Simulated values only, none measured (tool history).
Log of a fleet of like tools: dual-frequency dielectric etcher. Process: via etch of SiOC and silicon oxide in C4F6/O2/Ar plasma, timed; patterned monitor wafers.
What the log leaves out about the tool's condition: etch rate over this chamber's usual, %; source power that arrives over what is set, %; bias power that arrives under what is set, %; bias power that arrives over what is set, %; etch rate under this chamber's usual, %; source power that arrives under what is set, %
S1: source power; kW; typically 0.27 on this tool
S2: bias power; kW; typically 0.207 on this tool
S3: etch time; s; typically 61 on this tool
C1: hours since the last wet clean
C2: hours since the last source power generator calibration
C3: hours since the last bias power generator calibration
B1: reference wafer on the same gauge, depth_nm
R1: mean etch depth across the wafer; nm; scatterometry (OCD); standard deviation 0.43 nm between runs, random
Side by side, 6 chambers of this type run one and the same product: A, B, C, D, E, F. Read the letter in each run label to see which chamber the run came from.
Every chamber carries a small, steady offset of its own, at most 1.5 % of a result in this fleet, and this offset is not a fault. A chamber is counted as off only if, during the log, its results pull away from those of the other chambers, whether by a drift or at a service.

-- hour=0.2 chamber E: wet clean of the chamber
run 1A hour=3.3 | S1=0.27 S2=0.207 S3=61 | C1=233.1 C2=2708.2 C3=26.8 | B1=55.94 | R1=62.245
run 2D hour=10.1 | S1=0.27 S2=0.207 S3=61 | C1=209.2 C2=4485.6 C3=261.1 | B1=55.929 | R1=62.629
run 3B hour=15.8 | S1=0.27 S2=0.207 S3=61 | C1=82 C2=1421.6 C3=2076.3 | B1=55.975 | R1=63.064
run 4F hour=20 | S1=0.27 S2=0.207 S3=61 | C1=194.2 C2=3148.1 C3=889.1 | B1=56.013 | R1=61.775
run 5E hour=26.8 | S1=0.27 S2=0.207 S3=61 | C1=26.6 C2=2340.9 C3=2645.1 | B1=56.004 | R1=62.401
run 6C hour=30.2 | S1=0.27 S2=0.207 S3=61 | C1=228.9 C2=1385.8 C3=5007.3 | B1=56.047 | R1=61.315
run 7F hour=35 | S1=0.27 S2=0.207 S3=61 | C1=209.2 C2=3163.1 C3=904.1 | B1=55.942 | R1=62.359
run 8B hour=40.5 | S1=0.27 S2=0.156 S3=66.5 | C1=106.7 C2=1446.3 C3=2101 | B1=56.007 | R1=61.666
run 9C hour=43.6 | S1=0.27 S2=0.156 S3=66.5 | C1=242.3 C2=1399.2 C3=5020.7 | B1=56.018 | R1=61.68
run 10D hour=49.5 | S1=0.27 S2=0.156 S3=66.5 | C1=248.6 C2=4525 C3=300.5 | B1=56.094 | R1=61.588
run 11E hour=55.6 | S1=0.27 S2=0.156 S3=66.5 | C1=55.4 C2=2369.7 C3=2673.9 | B1=56.007 | R1=61.943
run 12A hour=62.1 | S1=0.27 S2=0.156 S3=66.5 | C1=291.9 C2=2767 C3=85.6 | B1=56.017 | R1=61.254
run 13C hour=65.5 | S1=0.27 S2=0.156 S3=66.5 | C1=264.2 C2=1421.1 C3=5042.6 | B1=55.999 | R1=60.997
run 14D hour=72.1 | S1=0.27 S2=0.207 S3=61 | C1=271.2 C2=4547.6 C3=323.1 | B1=55.968 | R1=61.073
run 15A hour=75.7 | S1=0.27 S2=0.207 S3=61 | C1=305.5 C2=2780.6 C3=99.2 | B1=55.988 | R1=62.453
run 16B hour=81.3 | S1=0.27 S2=0.207 S3=61 | C1=147.5 C2=1487.1 C3=2141.8 | B1=55.946 | R1=62.883
run 17E hour=85.8 | S1=0.32 S2=0.207 S3=67.5 | C1=85.6 C2=2399.9 C3=2704.1 | B1=55.894 | R1=74.146
run 18F hour=89.3 | S1=0.32 S2=0.207 S3=67.5 | C1=263.5 C2=3217.4 C3=958.4 | B1=56.042 | R1=73.653
run 19A hour=92.7 | S1=0.32 S2=0.207 S3=67.5 | C1=322.5 C2=2797.6 C3=116.2 | B1=56.056 | R1=72.371
run 20F hour=99.1 | S1=0.32 S2=0.207 S3=67.5 | C1=273.3 C2=3227.2 C3=968.2 | B1=55.899 | R1=72.819
run 21B hour=105.2 | S1=0.32 S2=0.207 S3=67.5 | C1=171.4 C2=1511 C3=2165.7 | B1=56.056 | R1=74.52
run 22D hour=111.2 | S1=0.32 S2=0.207 S3=67.5 | C1=310.3 C2=4586.7 C3=362.2 | B1=55.941 | R1=73.371
run 23E hour=116.5 | S1=0.27 S2=0.207 S3=61 | C1=116.3 C2=2430.6 C3=2734.8 | B1=56.085 | R1=62.783
run 24C hour=119.9 | S1=0.27 S2=0.207 S3=61 | C1=318.6 C2=1475.5 C3=5097 | B1=56.055 | R1=61.991
run 25C hour=126.2 | S1=0.27 S2=0.207 S3=61 | C1=324.9 C2=1481.8 C3=5103.3 | B1=56.031 | R1=61.346
run 26A hour=130.8 | S1=0.27 S2=0.207 S3=61 | C1=360.6 C2=2835.7 C3=154.3 | B1=56.019 | R1=62.431
run 27E hour=135.4 | S1=0.27 S2=0.207 S3=61 | C1=135.2 C2=2449.5 C3=2753.7 | B1=56.089 | R1=62.711
run 28D hour=139.7 | S1=0.27 S2=0.207 S3=61 | C1=338.8 C2=4615.2 C3=390.7 | B1=55.995 | R1=61.152
run 29B hour=142.8 | S1=0.27 S2=0.207 S3=61 | C1=209 C2=1548.6 C3=2203.3 | B1=56.098 | R1=62.182
run 30F hour=146.1 | S1=0.27 S2=0.207 S3=61 | C1=320.3 C2=3274.2 C3=1015.2 | B1=56.106 | R1=62.707
run 31C hour=151.2 | S1=0.27 S2=0.207 S3=61 | C1=349.9 C2=1506.8 C3=5128.3 | B1=55.989 | R1=61.649
run 32D hour=156.6 | S1=0.27 S2=0.207 S3=61 | C1=355.7 C2=4632.1 C3=407.6 | B1=55.861 | R1=62.067
run 33E hour=160.8 | S1=0.27 S2=0.188 S3=45 | C1=160.6 C2=2474.9 C3=2779.1 | B1=55.994 | R1=44.612
run 34F hour=165.2 | S1=0.27 S2=0.188 S3=45 | C1=339.4 C2=3293.3 C3=1034.3 | B1=55.957 | R1=44.184
run 35A hour=169.4 | S1=0.27 S2=0.188 S3=45 | C1=399.2 C2=2874.3 C3=192.9 | B1=56.053 | R1=44.277
run 36B hour=174.4 | S1=0.27 S2=0.188 S3=45 | C1=240.6 C2=1580.2 C3=2234.9 | B1=55.93 | R1=44.76
run 37E hour=179 | S1=0.27 S2=0.188 S3=45 | C1=178.8 C2=2493.1 C3=2797.3 | B1=55.985 | R1=44.659
run 38F hour=185.5 | S1=0.27 S2=0.188 S3=45 | C1=359.7 C2=3313.6 C3=1054.6 | B1=56.081 | R1=44.572
run 39D hour=192.4 | S1=0.27 S2=0.207 S3=61 | C1=391.5 C2=4667.9 C3=443.4 | B1=55.994 | R1=62.051
run 40A hour=198 | S1=0.27 S2=0.207 S3=61 | C1=427.8 C2=2902.9 C3=221.5 | B1=56.004 | R1=62.601

Is one chamber out of step, is the gauge drifting, or do the chambers differ by no more than their own small offsets? For an off chamber, give its letter and the likeliest cause.

Neither any chamber nor the gauge drifts; the chambers differ only by their own small, steady offsets.
